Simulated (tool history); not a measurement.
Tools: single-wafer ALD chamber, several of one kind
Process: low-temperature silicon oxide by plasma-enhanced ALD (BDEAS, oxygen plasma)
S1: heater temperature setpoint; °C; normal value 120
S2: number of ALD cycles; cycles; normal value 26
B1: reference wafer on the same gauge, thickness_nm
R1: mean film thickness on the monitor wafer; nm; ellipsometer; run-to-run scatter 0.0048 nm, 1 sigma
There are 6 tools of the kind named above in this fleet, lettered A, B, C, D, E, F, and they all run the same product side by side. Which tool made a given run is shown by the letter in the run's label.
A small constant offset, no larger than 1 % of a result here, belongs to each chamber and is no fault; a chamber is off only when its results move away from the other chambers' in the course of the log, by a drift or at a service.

run	hour	S1	S2	B1	R1
1D	14.6	120	26	2.9991	3.5737
2B	28.4	120	26	2.9996	3.5824
3A	42.3	120	26	2.9991	3.5794
4F	54.1	120	26	2.9982	3.5476
5C	64.9	120	26	2.9970	3.5603
6E	76.5	120	26	2.9963	3.5526
7E	85.4	120	26	2.9956	3.5605
8A	98.7	120	26	2.9964	3.5809
9D	108.6	120	26	2.9961	3.5720
10B	121.8	120	26	2.9945	3.5762
11F	131.5	120	26	2.9956	3.5477
12C	147.4	120	26	2.9943	3.5482
13D	157.0	120	26	2.9939	3.5766
14A	172.0	120	26	2.9936	3.5764
15E	187.9	120	26	2.9929	3.5566
16C	196.5	120	26	2.9927	3.5422
17B	205.3	120	24	2.9926	3.2897
18F	213.9	120	24	2.9923	3.2688
19D	224.9	120	24	2.9912	3.2902
20B	237.4	120	24	2.9904	3.2945
# hour 243.4: chamber E: thermocouple changed; heater temperature recalibrated
21E	252.2	120	24	2.9906	3.2752
22F	261.2	120	24	2.9895	3.2718
23A	276.0	108	26	2.9885	3.6390
24C	287.6	108	26	2.9887	3.6233
25D	295.3	108	26	2.9898	3.6285
26E	306.1	108	26	2.9883	3.6307
27F	313.1	108	26	2.9879	3.6248
28B	327.9	108	26	2.9876	3.6490
29C	341.8	120	26	2.9888	3.5450
30A	352.4	120	26	2.9870	3.5667
31B	364.4	115	26	2.9860	3.6008
32D	372.4	115	26	2.9859	3.5845
33C	382.3	115	26	2.9858	3.5784
34F	392.8	115	26	2.9850	3.5749
35E	401.5	115	26	2.9853	3.5863
36A	413.1	115	26	2.9848	3.6086
37D	422.1	120	26	2.9843	3.5538

Is one chamber off against the others, does the gauge drift, or is nothing wrong? If a chamber is off, say which, and what the likeliest cause is.

The gauge drifts, so all chambers seem to drift together. No chamber is off.
Cause: gauge reads low (%) = 0.548.

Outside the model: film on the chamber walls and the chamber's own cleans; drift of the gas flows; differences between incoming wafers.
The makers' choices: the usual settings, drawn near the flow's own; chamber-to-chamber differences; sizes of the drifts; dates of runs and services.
